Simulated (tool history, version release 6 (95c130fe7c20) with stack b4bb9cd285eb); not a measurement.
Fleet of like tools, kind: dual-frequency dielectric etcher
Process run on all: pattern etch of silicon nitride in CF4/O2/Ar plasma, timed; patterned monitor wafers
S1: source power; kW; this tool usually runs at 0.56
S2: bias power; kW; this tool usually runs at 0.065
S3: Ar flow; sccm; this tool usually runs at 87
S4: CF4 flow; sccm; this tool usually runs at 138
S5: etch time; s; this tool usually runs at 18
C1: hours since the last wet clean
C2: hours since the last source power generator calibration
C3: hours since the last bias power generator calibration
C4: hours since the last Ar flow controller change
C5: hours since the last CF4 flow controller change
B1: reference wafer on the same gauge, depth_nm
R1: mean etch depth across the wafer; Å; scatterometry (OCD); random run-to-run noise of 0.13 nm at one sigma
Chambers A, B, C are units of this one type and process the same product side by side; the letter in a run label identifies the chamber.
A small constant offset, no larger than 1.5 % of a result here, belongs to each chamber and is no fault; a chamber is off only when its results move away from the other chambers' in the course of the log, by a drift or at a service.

| run | hour | S1 | S2 | S3 | S4 | S5 | C1 | C2 | C3 | C4 | C5 | B1 | R1 |
|---|---|---|---|---|---|---|---|---|---|---|---|---|---|
| 1C | 4 | 0.56 | 0.065 | 87 | 138 | 18 | 86.5 | 2027.8 | 1830.5 | 2575.4 | 639.5 | 50.229 | 441.44 |
| 2A | 9.3 | 0.56 | 0.065 | 87 | 138 | 18 | 222.5 | 4704.4 | 515 | 3314.4 | 1241.5 | 50.211 | 436.89 |
| 3B | 12.8 | 0.56 | 0.065 | 87 | 138 | 18 | 80.6 | 4196.9 | 2470.5 | 1731.8 | 2249.4 | 50.245 | 434.97 |
| 4B | 17.4 | 0.56 | 0.065 | 87 | 138 | 18 | 85.2 | 4201.5 | 2475.1 | 1736.4 | 2254 | 50.225 | 438.74 |
| 5A | 21.3 | 0.64 | 0.065 | 87 | 113 | 18 | 234.5 | 4716.4 | 527 | 3326.4 | 1253.5 | 50.179 | 478.98 |
| 6C | 25 | 0.64 | 0.065 | 87 | 113 | 18 | 107.5 | 2048.8 | 1851.5 | 2596.4 | 660.5 | 50.216 | 489.68 |
| 7C | 29.1 | 0.64 | 0.065 | 87 | 113 | 18 | 111.6 | 2052.9 | 1855.6 | 2600.5 | 664.6 | 50.212 | 487.39 |
| 8B | 35.7 | 0.56 | 0.065 | 87 | 138 | 18 | 103.5 | 4219.8 | 2493.4 | 1754.7 | 2272.3 | 50.179 | 436.05 |
| 9A | 41.8 | 0.56 | 0.065 | 87 | 138 | 18 | 255 | 4736.9 | 547.5 | 3346.9 | 1274 | 50.197 | 434.39 |
| 10C | 47.1 | 0.56 | 0.065 | 87 | 138 | 18 | 129.6 | 2070.9 | 1873.6 | 2618.5 | 682.6 | 50.213 | 440.43 |
| 11B | 50.7 | 0.56 | 0.065 | 87 | 138 | 18 | 118.5 | 4234.8 | 2508.4 | 1769.7 | 2287.3 | 50.186 | 438.57 |
| 12A | 55.5 | 0.56 | 0.065 | 87 | 138 | 18 | 268.7 | 4750.6 | 561.2 | 3360.6 | 1287.7 | 50.203 | 434.19 |
| 13C | 61.7 | 0.56 | 0.065 | 87 | 138 | 18 | 144.2 | 2085.5 | 1888.2 | 2633.1 | 697.2 | 50.189 | 442.39 |
|  | 66.2 | chamber A: source power generator calibrated |
| 14A | 67.3 | 0.56 | 0.065 | 87 | 138 | 18 | 280.5 | 1.2 | 573 | 3372.4 | 1299.5 | 50.225 | 420.15 |
| 15B | 72.1 | 0.56 | 0.057 | 105 | 138 | 18 | 139.9 | 4256.2 | 2529.8 | 1791.1 | 2308.7 | 50.174 | 410.96 |
| 16A | 77.2 | 0.56 | 0.057 | 105 | 138 | 18 | 290.4 | 11.1 | 582.9 | 3382.3 | 1309.4 | 50.186 | 395.02 |
| 17C | 80.5 | 0.56 | 0.057 | 105 | 138 | 18 | 163 | 2104.3 | 1907 | 2651.9 | 716 | 50.21 | 410.83 |
| 18B | 84.2 | 0.56 | 0.065 | 87 | 138 | 18 | 152 | 4268.3 | 2541.9 | 1803.2 | 2320.8 | 50.203 | 438.27 |
| 19A | 89 | 0.56 | 0.065 | 87 | 138 | 18 | 302.2 | 22.9 | 594.7 | 3394.1 | 1321.2 | 50.204 | 421.8 |
| 20C | 94.2 | 0.56 | 0.055 | 87 | 126 | 18 | 176.7 | 2118 | 1920.7 | 2665.6 | 729.7 | 50.215 | 410.97 |
| 21B | 100.2 | 0.56 | 0.055 | 87 | 126 | 18 | 168 | 4284.3 | 2557.9 | 1819.2 | 2336.8 | 50.203 | 409.77 |
| 22A | 103.8 | 0.56 | 0.055 | 87 | 126 | 18 | 317 | 37.7 | 609.5 | 3408.9 | 1336 | 50.238 | 392.79 |
| 23B | 108.1 | 0.56 | 0.065 | 87 | 138 | 18 | 175.9 | 4292.2 | 2565.8 | 1827.1 | 2344.7 | 50.204 | 434.13 |
| 24C | 113.6 | 0.43 | 0.065 | 87 | 138 | 20 | 196.1 | 2137.4 | 1940.1 | 2685 | 749.1 | 50.18 | 388.51 |
| 25C | 118.1 | 0.43 | 0.065 | 87 | 138 | 20 | 200.6 | 2141.9 | 1944.6 | 2689.5 | 753.6 | 50.218 | 388.91 |
| 26B | 121.1 | 0.43 | 0.065 | 87 | 138 | 20 | 188.9 | 4305.2 | 2578.8 | 1840.1 | 2357.7 | 50.246 | 389.51 |

Each of the 3 chambers runs these same settings next. Fill in every chamber's results:
| 27A | 125.8 | 0.56 | 0.078 | 87 | 138 | 18 |  |  |  |  |  |  | ? |
| 27B | 125.8 | 0.56 | 0.078 | 87 | 138 | 18 |  |  |  |  |  |  | ? |
| 27C | 125.8 | 0.56 | 0.078 | 87 | 138 | 18 |  |  |  |  |  |  | ? |

| run | R1 |
|---|---|
| 27A | 450.22 |
| 27B | 467.93 |
| 27C | 472.87 |

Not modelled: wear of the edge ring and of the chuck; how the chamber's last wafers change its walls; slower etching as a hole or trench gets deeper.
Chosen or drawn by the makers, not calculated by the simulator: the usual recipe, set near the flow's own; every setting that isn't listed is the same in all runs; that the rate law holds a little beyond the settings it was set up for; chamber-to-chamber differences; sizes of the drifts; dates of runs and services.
